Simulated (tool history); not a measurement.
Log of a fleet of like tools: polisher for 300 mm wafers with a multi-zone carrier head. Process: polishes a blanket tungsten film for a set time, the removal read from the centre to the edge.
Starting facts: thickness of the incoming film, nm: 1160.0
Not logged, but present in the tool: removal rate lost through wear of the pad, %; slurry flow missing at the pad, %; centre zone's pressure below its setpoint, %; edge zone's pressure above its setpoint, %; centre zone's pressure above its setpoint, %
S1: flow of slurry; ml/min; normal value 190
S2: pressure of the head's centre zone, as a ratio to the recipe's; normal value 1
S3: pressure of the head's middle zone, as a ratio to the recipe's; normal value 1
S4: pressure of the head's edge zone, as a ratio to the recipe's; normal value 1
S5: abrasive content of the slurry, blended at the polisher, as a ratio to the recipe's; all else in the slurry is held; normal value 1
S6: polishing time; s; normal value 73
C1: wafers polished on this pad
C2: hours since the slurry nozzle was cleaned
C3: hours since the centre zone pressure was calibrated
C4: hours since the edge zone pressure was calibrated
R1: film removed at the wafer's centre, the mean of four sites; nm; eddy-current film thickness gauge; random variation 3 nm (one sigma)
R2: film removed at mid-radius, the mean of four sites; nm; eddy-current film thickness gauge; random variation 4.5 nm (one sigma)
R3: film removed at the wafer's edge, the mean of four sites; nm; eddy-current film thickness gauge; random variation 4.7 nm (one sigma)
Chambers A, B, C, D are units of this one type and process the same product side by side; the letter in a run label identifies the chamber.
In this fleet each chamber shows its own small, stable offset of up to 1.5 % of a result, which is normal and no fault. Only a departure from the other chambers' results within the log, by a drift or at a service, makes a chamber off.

{"run": "1A", "hour": 8.9, "S1": 190, "S2": 1, "S3": 1, "S4": 1, "S5": 1, "S6": 73, "C1": 1096, "C2": 12.3, "C3": 133, "C4": 131, "R1": 336.48, "R2": 337.57, "R3": 326.67}
{"run": "2C", "hour": 14.8, "S1": 190, "S2": 1, "S3": 1, "S4": 1, "S5": 1, "S6": 73, "C1": 176, "C2": 115.8, "C3": 94.9, "C4": 43.6, "R1": 330.13, "R2": 320.21, "R3": 329.69}
{"hour": 17.8, "done": "chamber D: centre zone pressure recalibrated"}
{"run": "3B", "hour": 26.3, "S1": 190, "S2": 1, "S3": 1, "S4": 1, "S5": 1, "S6": 73, "C1": 531, "C2": 100.5, "C3": 382.8, "C4": 163.6, "R1": 331.81, "R2": 328.07, "R3": 340.05}
{"hour": 28.3, "done": "chamber B: worn pad replaced by a new one"}
{"run": "4D", "hour": 37.0, "S1": 190, "S2": 1, "S3": 1, "S4": 1, "S5": 1, "S6": 73, "C1": 467, "C2": 840.4, "C3": 19.2, "C4": 264.6, "R1": 332.82, "R2": 324.25, "R3": 338.22}
{"hour": 42.9, "done": "chamber A: worn pad replaced by a new one"}
{"run": "5D", "hour": 45.5, "S1": 190, "S2": 1, "S3": 1, "S4": 1, "S5": 1, "S6": 73, "C1": 530, "C2": 848.9, "C3": 27.7, "C4": 273.1, "R1": 324.36, "R2": 328.54, "R3": 338.28}
{"run": "6C", "hour": 53.5, "S1": 190, "S2": 1, "S3": 1, "S4": 1, "S5": 1, "S6": 73, "C1": 464, "C2": 154.5, "C3": 133.6, "C4": 82.3, "R1": 328.38, "R2": 331.38, "R3": 329.84}
{"run": "7B", "hour": 61.8, "S1": 190, "S2": 1, "S3": 1, "S4": 1, "S5": 1, "S6": 73, "C1": 249, "C2": 136, "C3": 418.3, "C4": 199.1, "R1": 332.1, "R2": 324.74, "R3": 325.46}
{"run": "8A", "hour": 68.0, "S1": 190, "S2": 1, "S3": 1, "S4": 1, "S5": 1, "S6": 73, "C1": 187, "C2": 71.4, "C3": 192.1, "C4": 190.1, "R1": 327.99, "R2": 336.8, "R3": 330.04}
{"run": "9C", "hour": 76.3, "S1": 155, "S2": 1, "S3": 1, "S4": 1, "S5": 1, "S6": 73, "C1": 634, "C2": 177.3, "C3": 156.4, "C4": 105.1, "R1": 316.53, "R2": 312.73, "R3": 312.47}
{"hour": 82.2, "done": "chamber C: worn pad replaced by a new one"}
{"hour": 83.3, "done": "chamber D: worn pad replaced by a new one"}
{"run": "10D", "hour": 84.8, "S1": 155, "S2": 1, "S3": 1, "S4": 1, "S5": 1, "S6": 73, "C1": 11, "C2": 888.2, "C3": 67, "C4": 312.4, "R1": 322.39, "R2": 312.68, "R3": 323.53}
{"run": "11A", "hour": 94.4, "S1": 155, "S2": 1, "S3": 1, "S4": 1, "S5": 1, "S6": 73, "C1": 384, "C2": 97.8, "C3": 218.5, "C4": 216.5, "R1": 317, "R2": 313.82, "R3": 319.71}
{"hour": 95.7, "done": "chamber B: worn pad replaced by a new one"}
{"run": "12B", "hour": 103.1, "S1": 155, "S2": 1, "S3": 1, "S4": 1, "S5": 1, "S6": 73, "C1": 55, "C2": 177.3, "C3": 459.6, "C4": 240.4, "R1": 324.81, "R2": 316.59, "R3": 318.42}
{"hour": 111.0, "done": "chamber B: slurry nozzle cleaned"}
{"run": "13C", "hour": 112.4, "S1": 190, "S2": 1, "S3": 1, "S4": 1, "S5": 1, "S6": 73, "C1": 225, "C2": 213.4, "C3": 192.5, "C4": 141.2, "R1": 325.06, "R2": 329.9, "R3": 322.91}
{"run": "14D", "hour": 119.5, "S1": 190, "S2": 1.09, "S3": 0.89, "S4": 1, "S5": 1, "S6": 73, "C1": 270, "C2": 922.9, "C3": 101.7, "C4": 347.1, "R1": 368.47, "R2": 296.16, "R3": 332.61}
{"hour": 122.9, "done": "chamber D: slurry nozzle cleaned"}
{"run": "15A", "hour": 126.5, "S1": 190, "S2": 1.09, "S3": 0.89, "S4": 1, "S5": 1, "S6": 73, "C1": 623, "C2": 129.9, "C3": 250.6, "C4": 248.6, "R1": 364.21, "R2": 300.42, "R3": 332.06}
{"run": "16B", "hour": 138.0, "S1": 190, "S2": 1.09, "S3": 0.89, "S4": 1, "S5": 1, "S6": 73, "C1": 315, "C2": 27.1, "C3": 494.5, "C4": 275.3, "R1": 364.68, "R2": 298.5, "R3": 329.51}
{"run": "17A", "hour": 148.5, "S1": 190, "S2": 1.09, "S3": 0.89, "S4": 1, "S5": 1, "S6": 73, "C1": 787, "C2": 151.9, "C3": 272.6, "C4": 270.6, "R1": 364.33, "R2": 305.23, "R3": 326.49}
{"run": "18C", "hour": 157.6, "S1": 190, "S2": 1, "S3": 1, "S4": 1.09, "S5": 0.75, "S6": 73, "C1": 562, "C2": 258.6, "C3": 237.7, "C4": 186.4, "R1": 300.26, "R2": 309.74, "R3": 316.16}
{"run": "19D", "hour": 164.5, "S1": 190, "S2": 1, "S3": 1, "S4": 1.09, "S5": 0.75, "S6": 73, "C1": 605, "C2": 41.6, "C3": 146.7, "C4": 392.1, "R1": 314.57, "R2": 304.93, "R3": 328.53}
{"hour": 165.4, "done": "chamber B: worn pad replaced by a new one"}
{"hour": 165.8, "done": "chamber C: worn pad replaced by a new one"}
{"run": "20B", "hour": 176.8, "S1": 190, "S2": 1, "S3": 1, "S4": 1.09, "S5": 0.75, "S6": 73, "C1": 85, "C2": 65.9, "C3": 533.3, "C4": 314.1, "R1": 305.96, "R2": 303.35, "R3": 326.09}
{"run": "21C", "hour": 184.4, "S1": 190, "S2": 1, "S3": 1, "S4": 1.09, "S5": 0.75, "S6": 73, "C1": 138, "C2": 285.4, "C3": 264.5, "C4": 213.2, "R1": 296.41, "R2": 298.15, "R3": 314.74}
{"hour": 189.0, "done": "chamber D: worn pad replaced by a new one"}
{"run": "22D", "hour": 195.2, "S1": 140, "S2": 1, "S3": 1, "S4": 1, "S5": 1, "S6": 73, "C1": 46, "C2": 72.3, "C3": 177.4, "C4": 422.8, "R1": 312.26, "R2": 319.8, "R3": 320.68}
{"run": "23B", "hour": 201.7, "S1": 140, "S2": 1, "S3": 1, "S4": 1, "S5": 1, "S6": 73, "C1": 270, "C2": 90.8, "C3": 558.2, "C4": 339, "R1": 310.94, "R2": 313.7, "R3": 314.55}
{"run": "24A", "hour": 213.0, "S1": 140, "S2": 1, "S3": 1, "S4": 1, "S5": 1, "S6": 73, "C1": 1268, "C2": 216.4, "C3": 337.1, "C4": 335.1, "R1": 311.52, "R2": 319.11, "R3": 328.54}
{"run": "25A", "hour": 223.7, "S1": 140, "S2": 1, "S3": 1, "S4": 1, "S5": 1, "S6": 73, "C1": 1347, "C2": 227.1, "C3": 347.8, "C4": 345.8, "R1": 314.68, "R2": 317.11, "R3": 318.88}
{"run": "26C", "hour": 234.8, "S1": 190, "S2": 1, "S3": 1, "S4": 1, "S5": 1, "S6": 73, "C1": 514, "C2": 335.8, "C3": 314.9, "C4": 263.6, "R1": 315.66, "R2": 312.6, "R3": 315.72}
{"hour": 239.1, "done": "chamber A: worn pad replaced by a new one"}
{"run": "27B", "hour": 240.8, "S1": 190, "S2": 1, "S3": 1, "S4": 1, "S5": 1, "S6": 73, "C1": 562, "C2": 129.9, "C3": 597.3, "C4": 378.1, "R1": 333.47, "R2": 330.3, "R3": 334.43}
{"run": "28D", "hour": 247.4, "S1": 190, "S2": 1, "S3": 1, "S4": 1, "S5": 1, "S6": 73, "C1": 435, "C2": 124.5, "C3": 229.6, "C4": 475, "R1": 331.46, "R2": 325.59, "R3": 333.49}
{"hour": 250.2, "done": "chamber B: worn pad replaced by a new one"}
{"hour": 255.9, "done": "chamber C: worn pad replaced by a new one"}
{"run": "29A", "hour": 258.6, "S1": 190, "S2": 1, "S3": 1, "S4": 1, "S5": 1, "S6": 73, "C1": 145, "C2": 262, "C3": 382.7, "C4": 380.7, "R1": 335.32, "R2": 333.45, "R3": 327.56}
{"run": "30B", "hour": 265.1, "S1": 190, "S2": 1, "S3": 1, "S4": 1, "S5": 1, "S6": 73, "C1": 111, "C2": 154.2, "C3": 621.6, "C4": 402.4, "R1": 327.51, "R2": 322.95, "R3": 330.85}
{"run": "31C", "hour": 272.2, "S1": 190, "S2": 1, "S3": 1, "S4": 1, "S5": 1, "S6": 73, "C1": 121, "C2": 373.2, "C3": 352.3, "C4": 301, "R1": 310.48, "R2": 308.33, "R3": 318.24}
{"run": "32D", "hour": 279.7, "S1": 190, "S2": 1, "S3": 1, "S4": 1, "S5": 1, "S6": 73, "C1": 676, "C2": 156.8, "C3": 261.9, "C4": 507.3, "R1": 337.13, "R2": 319.49, "R3": 328.5}
{"run": "33C", "hour": 289.0, "S1": 190, "S2": 1, "S3": 1, "S4": 1, "S5": 1, "S6": 73, "C1": 246, "C2": 390, "C3": 369.1, "C4": 317.8, "R1": 303.79, "R2": 302.53, "R3": 310.85}
{"run": "34D", "hour": 298.8, "S1": 190, "S2": 1, "S3": 1, "S4": 1, "S5": 1, "S6": 73, "C1": 818, "C2": 175.9, "C3": 281, "C4": 526.4, "R1": 332.53, "R2": 326.48, "R3": 329.93}
{"run": "35A", "hour": 310.0, "S1": 190, "S2": 1, "S3": 1, "S4": 1, "S5": 1, "S6": 73, "C1": 528, "C2": 313.4, "C3": 434.1, "C4": 432.1, "R1": 338.51, "R2": 328.46, "R3": 329.6}
{"hour": 318.6, "done": "chamber B: slurry nozzle cleaned"}
{"run": "36B", "hour": 320.9, "S1": 190, "S2": 1, "S3": 1, "S4": 1, "S5": 1, "S6": 73, "C1": 527, "C2": 2.4, "C3": 677.4, "C4": 458.2, "R1": 328.4, "R2": 330.31, "R3": 335.24}

Is one chamber out of step, is the gauge drifting, or do the chambers differ by no more than their own small offsets? For an off chamber, give its letter and the likeliest cause.

Little by little, chamber C moves away from the other chambers.
Cause: slurry flow missing at the pad, % = 33.2.

Below are 4 candidate recipes for chamber C's next run, each the usual settings with a change, their results shown as question marks. Which of them brings C's results back in line with what the other chambers give on the usual settings?
In-line tolerance around the mean of the other chambers on the usual settings: R1 10 nm; R2 16 nm; R3 16 nm
{"run": "37C-1", "hour": 329.6, "S1": 180, "S2": 0.97, "S3": 0.99, "S4": 1.01, "S5": 1, "S6": 64, "R1": "?", "R2": "?", "R3": "?"}
{"run": "37C-2", "hour": 329.6, "S1": 185, "S2": 0.99, "S3": 1, "S4": 1.01, "S5": 1, "S6": 68, "R1": "?", "R2": "?", "R3": "?"}
{"run": "37C-3", "hour": 329.6, "S1": 195, "S2": 1.01, "S3": 1, "S4": 0.99, "S5": 1, "S6": 78, "R1": "?", "R2": "?", "R3": "?"}
{"run": "37C-4", "hour": 329.6, "S1": 200, "S2": 1.03, "S3": 1.01, "S4": 0.99, "S5": 1, "S6": 83, "R1": "?", "R2": "?", "R3": "?"}

Mean of the other chambers on the usual settings: R1 331.6 nm; R2 329.69 nm; R3 331.12 nm
run=37C-1 R1=252.55 R2=262.11 R3=272.92
run=37C-2 R1=276.5 R2=282.83 R3=291.22
run=37C-3 R1=328.62 R2=328.22 R3=333.29
run=37C-4 R1=359.59 R2=354.34 R3=355.96
37C-3 brings the chamber back in line.
